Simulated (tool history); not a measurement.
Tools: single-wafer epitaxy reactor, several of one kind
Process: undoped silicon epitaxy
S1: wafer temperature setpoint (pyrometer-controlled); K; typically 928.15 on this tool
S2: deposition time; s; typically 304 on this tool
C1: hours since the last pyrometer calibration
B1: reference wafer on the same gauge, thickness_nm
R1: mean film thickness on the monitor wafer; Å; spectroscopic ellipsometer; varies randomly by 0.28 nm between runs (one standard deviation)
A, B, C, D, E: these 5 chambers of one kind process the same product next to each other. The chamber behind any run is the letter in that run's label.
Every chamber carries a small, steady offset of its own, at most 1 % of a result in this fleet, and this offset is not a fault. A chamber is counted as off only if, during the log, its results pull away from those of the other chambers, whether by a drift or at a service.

run   hour      S1   S2      C1      B1      R1
 1C    8.4  928.15  304   453.6  46.062  568.96
 2D   16.3  928.15  304   268.4  46.122  571.99
 3A   23.9  928.15  304  2017.9  46.181  566.42
 4E   28.1  928.15  304  2579.3  46.122  567.42
 5B   36.4  928.15  304  1751.1  46.180  563.68
 6E   41.4  928.15  304  2592.6  46.097  568.19
 7B   47.8  928.15  304  1762.5  46.153  565.60
 8A   54.3  928.15  304  2048.3  46.079  563.96
 9C   59.2  928.15  304   504.4  46.105  570.83
10D   65.8  928.15  304   317.9  46.045  562.53
11D   74.3  928.15  304   326.4  46.065  570.81
12C   79.1  916.15  332   524.3  46.010  479.89
13E   83.2  916.15  332  2634.4  46.120  475.80
14A   91.8  916.15  332  2085.8  46.101  475.90
15B   96.3  916.15  332  1811.0  46.055  475.45
16E  104.8  916.15  332  2656.0  46.123  477.73
17C  109.8  928.15  304   555.0  46.068  571.66
18B  114.7  928.15  304  1829.4  46.122  566.61
19A  120.8  928.15  304  2114.8  46.138  572.02
20D  126.6  928.15  304   378.7  46.109  569.40
21C  131.1  928.15  304   576.3  46.126  567.34
22A  140.0  928.15  304  2134.0  46.147  573.16
23E  148.6  921.15  285  2699.8  46.046  457.69
24D  153.7  921.15  285   405.8  46.065  458.98
25B  161.2  921.15  285  1875.9  46.064  465.72
26D  167.5  921.15  285   419.6  46.085  461.29
27B  172.1  921.15  285  1886.8  46.096  467.49
28A  180.3  928.15  304  2174.3  46.151  567.05
     185.0  -- chamber E: pyrometer calibrated
29C  185.3  928.15  304   630.5  46.137  568.50
30E  189.8  928.15  304     4.9  46.132  567.89
31D  195.3  928.15  304   447.4  46.101  567.27
32E  203.9  928.15  304    19.0  46.097  565.90
33B  208.2  928.15  304  1922.9  46.151  582.03
34A  212.5  928.15  304  2206.5  46.131  571.32
35C  217.1  928.15  304   662.3  46.139  568.39
36D  224.9  928.15  304   477.0  46.074  569.29
37B  231.8  928.15  304  1946.5  46.096  586.35
38A  238.1  928.15  304  2232.1  46.116  568.17
39C  244.1  928.15  304   689.3  46.094  568.64
40E  251.7  928.15  304    66.8  46.093  568.37
41A  256.7  928.15  304  2250.7  46.103  570.13
42C  265.4  928.15  304   710.6  46.035  565.33
43D  271.2  928.15  304   523.3  46.106  571.89

Each of the 5 chambers runs these same settings next. Fill in every chamber's results:
44A  277.7  928.15  304           ?
44B  277.7  928.15  304           ?
44C  277.7  928.15  304           ?
44D  277.7  928.15  304           ?
44E  277.7  928.15  304           ?

run      R1
44A  567.93
44B  592.57
44C  571.66
44D  567.63
44E  566.97
